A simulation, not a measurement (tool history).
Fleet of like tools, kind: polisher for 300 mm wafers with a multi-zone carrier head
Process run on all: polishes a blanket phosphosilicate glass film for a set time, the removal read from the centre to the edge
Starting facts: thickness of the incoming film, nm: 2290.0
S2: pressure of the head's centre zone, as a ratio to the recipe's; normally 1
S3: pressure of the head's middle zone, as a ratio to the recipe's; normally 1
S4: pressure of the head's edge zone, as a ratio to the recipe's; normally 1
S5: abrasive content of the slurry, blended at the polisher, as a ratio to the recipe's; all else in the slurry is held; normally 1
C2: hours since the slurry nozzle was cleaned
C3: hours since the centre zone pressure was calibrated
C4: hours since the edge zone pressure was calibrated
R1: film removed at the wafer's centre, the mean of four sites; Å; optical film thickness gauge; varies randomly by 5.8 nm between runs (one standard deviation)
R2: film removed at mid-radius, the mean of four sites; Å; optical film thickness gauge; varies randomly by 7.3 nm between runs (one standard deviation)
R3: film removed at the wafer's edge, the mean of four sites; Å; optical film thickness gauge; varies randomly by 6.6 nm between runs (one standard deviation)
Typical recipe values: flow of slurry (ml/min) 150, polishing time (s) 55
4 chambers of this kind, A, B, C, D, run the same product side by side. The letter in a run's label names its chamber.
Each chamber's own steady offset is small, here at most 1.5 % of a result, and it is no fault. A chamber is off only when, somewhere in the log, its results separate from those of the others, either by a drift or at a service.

{"hour": 8.1, "done": "chamber A: worn pad replaced by a new one"}
{"run": "1C", "hour": 11.9, "flow of slurry (ml/min)": 150, "S2": 1, "S3": 1, "S4": 1, "S5": 1, "polishing time (s)": 55, "wafers polished on this pad": 773, "C2": 120, "C3": 1223.9, "C4": 653.3, "R1": 5826.1, "R2": 5849.4, "R3": 5916.4}
{"run": "2A", "hour": 18.4, "flow of slurry (ml/min)": 150, "S2": 1, "S3": 1, "S4": 1, "S5": 1, "polishing time (s)": 55, "wafers polished on this pad": 133, "C2": 126.7, "C3": 72.4, "C4": 531.5, "R1": 5840.4, "R2": 5859.4, "R3": 5840.4}
{"hour": 30.6, "done": "chamber B: worn pad replaced by a new one"}
{"run": "3D", "hour": 30.8, "flow of slurry (ml/min)": 150, "S2": 1, "S3": 1, "S4": 1, "S5": 1, "polishing time (s)": 55, "wafers polished on this pad": 454, "C2": 595.1, "C3": 1053.2, "C4": 478.6, "R1": 5812.4, "R2": 5812.7, "R3": 5936.3}
{"run": "4B", "hour": 42.0, "flow of slurry (ml/min)": 150, "S2": 1, "S3": 1, "S4": 1, "S5": 1, "polishing time (s)": 55, "wafers polished on this pad": 148, "C2": 416.3, "C3": 129.2, "C4": 300.7, "R1": 5907.4, "R2": 6019.4, "R3": 5945.8}
{"hour": 50.4, "done": "chamber D: worn pad replaced by a new one"}
{"run": "5C", "hour": 52.5, "flow of slurry (ml/min)": 150, "S2": 1.04, "S3": 1, "S4": 1.11, "S5": 1, "polishing time (s)": 55, "wafers polished on this pad": 1300, "C2": 160.6, "C3": 1264.5, "C4": 693.9, "R1": 6073.8, "R2": 5858.3, "R3": 6294.3}
{"run": "6B", "hour": 62.7, "flow of slurry (ml/min)": 150, "S2": 1.04, "S3": 1, "S4": 1.11, "S5": 1, "polishing time (s)": 55, "wafers polished on this pad": 416, "C2": 437, "C3": 149.9, "C4": 321.4, "R1": 6103.3, "R2": 5914.3, "R3": 6266.8}
{"run": "7A", "hour": 74.4, "flow of slurry (ml/min)": 150, "S2": 1.04, "S3": 1, "S4": 1.11, "S5": 1, "polishing time (s)": 55, "wafers polished on this pad": 860, "C2": 182.7, "C3": 128.4, "C4": 587.5, "R1": 6046.1, "R2": 5791.7, "R3": 6273.3}
{"run": "8D", "hour": 81.6, "flow of slurry (ml/min)": 150, "S2": 1.04, "S3": 1, "S4": 1.11, "S5": 1, "polishing time (s)": 55, "wafers polished on this pad": 405, "C2": 645.9, "C3": 1104, "C4": 529.4, "R1": 6032.2, "R2": 5915.3, "R3": 6230.8}
{"hour": 94.7, "done": "chamber A: worn pad replaced by a new one"}
{"run": "9C", "hour": 94.7, "flow of slurry (ml/min)": 150, "S2": 1, "S3": 1, "S4": 1, "S5": 1, "polishing time (s)": 55, "wafers polished on this pad": 1847, "C2": 202.8, "C3": 1306.7, "C4": 736.1, "R1": 5656.6, "R2": 5800.3, "R3": 5815.8}
{"run": "10A", "hour": 103.2, "flow of slurry (ml/min)": 150, "S2": 1, "S3": 1, "S4": 1, "S5": 1, "polishing time (s)": 55, "wafers polished on this pad": 111, "C2": 211.5, "C3": 157.2, "C4": 616.3, "R1": 5889, "R2": 5799.6, "R3": 5885.5}
{"hour": 111.0, "done": "chamber D: worn pad replaced by a new one"}
{"run": "11D", "hour": 112.9, "flow of slurry (ml/min)": 150, "S2": 1, "S3": 1, "S4": 1, "S5": 1, "polishing time (s)": 55, "wafers polished on this pad": 25, "C2": 677.2, "C3": 1135.3, "C4": 560.7, "R1": 5816.3, "R2": 5958.9, "R3": 5811.1}
{"hour": 119.8, "done": "chamber B: worn pad replaced by a new one"}
{"run": "12B", "hour": 121.1, "flow of slurry (ml/min)": 150, "S2": 1, "S3": 1, "S4": 1, "S5": 1, "polishing time (s)": 55, "wafers polished on this pad": 17, "C2": 495.4, "C3": 208.3, "C4": 379.8, "R1": 5982.5, "R2": 6016.6, "R3": 5989.6}
{"run": "13A", "hour": 128.0, "flow of slurry (ml/min)": 150, "S2": 1, "S3": 1, "S4": 1, "S5": 1, "polishing time (s)": 55, "wafers polished on this pad": 433, "C2": 236.3, "C3": 182, "C4": 641.1, "R1": 5701.6, "R2": 5803.1, "R3": 5797.4}
{"hour": 128.8, "done": "chamber B: edge zone pressure recalibrated"}
{"hour": 136.1, "done": "chamber C: centre zone pressure recalibrated"}
{"run": "14B", "hour": 140.7, "flow of slurry (ml/min)": 150, "S2": 1, "S3": 1, "S4": 1, "S5": 1, "polishing time (s)": 55, "wafers polished on this pad": 271, "C2": 515, "C3": 227.9, "C4": 11.9, "R1": 5825, "R2": 5990.3, "R3": 5856.9}
{"run": "15C", "hour": 149.4, "flow of slurry (ml/min)": 150, "S2": 1, "S3": 1, "S4": 1, "S5": 1, "polishing time (s)": 55, "wafers polished on this pad": 2557, "C2": 257.5, "C3": 13.3, "C4": 790.8, "R1": 5606.9, "R2": 5606.3, "R3": 5687.8}
{"run": "16D", "hour": 161.6, "flow of slurry (ml/min)": 150, "S2": 1, "S3": 1, "S4": 1, "S5": 1, "polishing time (s)": 55, "wafers polished on this pad": 657, "C2": 725.9, "C3": 1184, "C4": 609.4, "R1": 5708.7, "R2": 5987.2, "R3": 5880.8}
{"hour": 168.9, "done": "chamber D: worn pad replaced by a new one"}
{"run": "17A", "hour": 172.1, "flow of slurry (ml/min)": 150, "S2": 1, "S3": 1, "S4": 1, "S5": 1, "polishing time (s)": 55, "wafers polished on this pad": 1005, "C2": 280.4, "C3": 226.1, "C4": 685.2, "R1": 5729, "R2": 5741.6, "R3": 5879.5}
{"run": "18D", "hour": 184.9, "flow of slurry (ml/min)": 150, "S2": 1.06, "S3": 0.96, "S4": 1, "S5": 1, "polishing time (s)": 55, "wafers polished on this pad": 207, "C2": 749.2, "C3": 1207.3, "C4": 632.7, "R1": 6127.5, "R2": 5493.9, "R3": 5875.6}
{"run": "19C", "hour": 196.1, "flow of slurry (ml/min)": 150, "S2": 1.06, "S3": 0.96, "S4": 1, "S5": 1, "polishing time (s)": 55, "wafers polished on this pad": 3163, "C2": 304.2, "C3": 60, "C4": 837.5, "R1": 5742, "R2": 5348.3, "R3": 5459.2}
{"hour": 196.3, "done": "chamber A: worn pad replaced by a new one"}
{"run": "20B", "hour": 209.1, "flow of slurry (ml/min)": 150, "S2": 1.06, "S3": 0.96, "S4": 1, "S5": 1, "polishing time (s)": 55, "wafers polished on this pad": 1158, "C2": 583.4, "C3": 296.3, "C4": 80.3, "R1": 6140.3, "R2": 5732.8, "R3": 5834}
{"hour": 209.3, "done": "chamber B: slurry nozzle cleaned"}
{"run": "21D", "hour": 218.2, "flow of slurry (ml/min)": 150, "S2": 1.06, "S3": 0.96, "S4": 1, "S5": 1, "polishing time (s)": 55, "wafers polished on this pad": 639, "C2": 782.5, "C3": 1240.6, "C4": 666, "R1": 6225.8, "R2": 5694.6, "R3": 5808.9}
{"hour": 225.9, "done": "chamber B: worn pad replaced by a new one"}
{"run": "22A", "hour": 228.5, "flow of slurry (ml/min)": 150, "S2": 1, "S3": 1, "S4": 1, "S5": 1, "polishing time (s)": 55, "wafers polished on this pad": 418, "C2": 336.8, "C3": 282.5, "C4": 741.6, "R1": 5861.1, "R2": 5787.2, "R3": 5878.4}
{"hour": 228.9, "done": "chamber D: worn pad replaced by a new one"}
{"run": "23B", "hour": 236.9, "flow of slurry (ml/min)": 150, "S2": 1, "S3": 1, "S4": 1, "S5": 1, "polishing time (s)": 55, "wafers polished on this pad": 142, "C2": 27.6, "C3": 324.1, "C4": 108.1, "R1": 5908.4, "R2": 5983.6, "R3": 5978.4}
{"run": "24C", "hour": 244.4, "flow of slurry (ml/min)": 150, "S2": 1, "S3": 1, "S4": 1, "S5": 1, "polishing time (s)": 55, "wafers polished on this pad": 3789, "C2": 352.5, "C3": 108.3, "C4": 885.8, "R1": 5404.9, "R2": 5569.9, "R3": 5538.6}
{"run": "25D", "hour": 255.0, "flow of slurry (ml/min)": 150, "S2": 1, "S3": 1, "S4": 1, "S5": 1, "polishing time (s)": 55, "wafers polished on this pad": 339, "C2": 819.3, "C3": 1277.4, "C4": 702.8, "R1": 5648.5, "R2": 5876.7, "R3": 5878.3}
{"run": "26C", "hour": 263.6, "flow of slurry (ml/min)": 150, "S2": 1, "S3": 1, "S4": 1, "S5": 1, "polishing time (s)": 55, "wafers polished on this pad": 4038, "C2": 371.7, "C3": 127.5, "C4": 905, "R1": 5311.2, "R2": 5324.9, "R3": 5505.9}

Decide between three cases: one chamber stands off from its peers, the gauge reading all wafers drifts, or nothing is wrong past each chamber's small offset. Where a chamber is off, say which and what most likely put it there.

It is chamber C that slowly wanders off from its peers.
Likeliest cause: removal rate lost through wear of the pad, % = 8.31.
The log may not separate it from: slurry flow missing at the pad, %.

Below are 4 candidate recipes for chamber C's next run, each the usual settings with a change, their results shown as question marks. Which of them brings C's results back in line with what the other chambers give on the usual settings?
In line means no further than this from the other chambers' mean on the usual settings: R1 200 Å; R2 250 Å; R3 230 Å
{"run": "27C-1", "hour": 273.2, "flow of slurry (ml/min)": 150, "S2": 1.01, "S3": 1.01, "S4": 1, "S5": 1, "polishing time (s)": 59, "R1": "?", "R2": "?", "R3": "?"}
{"run": "27C-2", "hour": 273.2, "flow of slurry (ml/min)": 155, "S2": 1.01, "S3": 1.02, "S4": 0.99, "S5": 1.05, "polishing time (s)": 62, "R1": "?", "R2": "?", "R3": "?"}
{"run": "27C-3", "hour": 273.2, "flow of slurry (ml/min)": 150, "S2": 0.99, "S3": 0.99, "S4": 1, "S5": 1, "polishing time (s)": 51, "R1": "?", "R2": "?", "R3": "?"}
{"run": "27C-4", "hour": 273.2, "flow of slurry (ml/min)": 145, "S2": 0.99, "S3": 0.99, "S4": 1.01, "S5": 0.95, "polishing time (s)": 49, "R1": "?", "R2": "?", "R3": "?"}

Average result of the remaining chambers running the usual settings: R1 5826.5 Å; R2 5883.7 Å; R3 5869.1 Å
run=27C-1 R1=5777.1 R2=5899.4 R3=5859.9
run=27C-2 R1=6248 R2=6433.5 R3=6286.8
run=27C-3 R1=4883.9 R2=5005.9 R3=5066.8
run=27C-4 R1=4549.6 R2=4667.2 R3=4757.7
27C-1 is the one that brings the chamber's results back in line with the other chambers.

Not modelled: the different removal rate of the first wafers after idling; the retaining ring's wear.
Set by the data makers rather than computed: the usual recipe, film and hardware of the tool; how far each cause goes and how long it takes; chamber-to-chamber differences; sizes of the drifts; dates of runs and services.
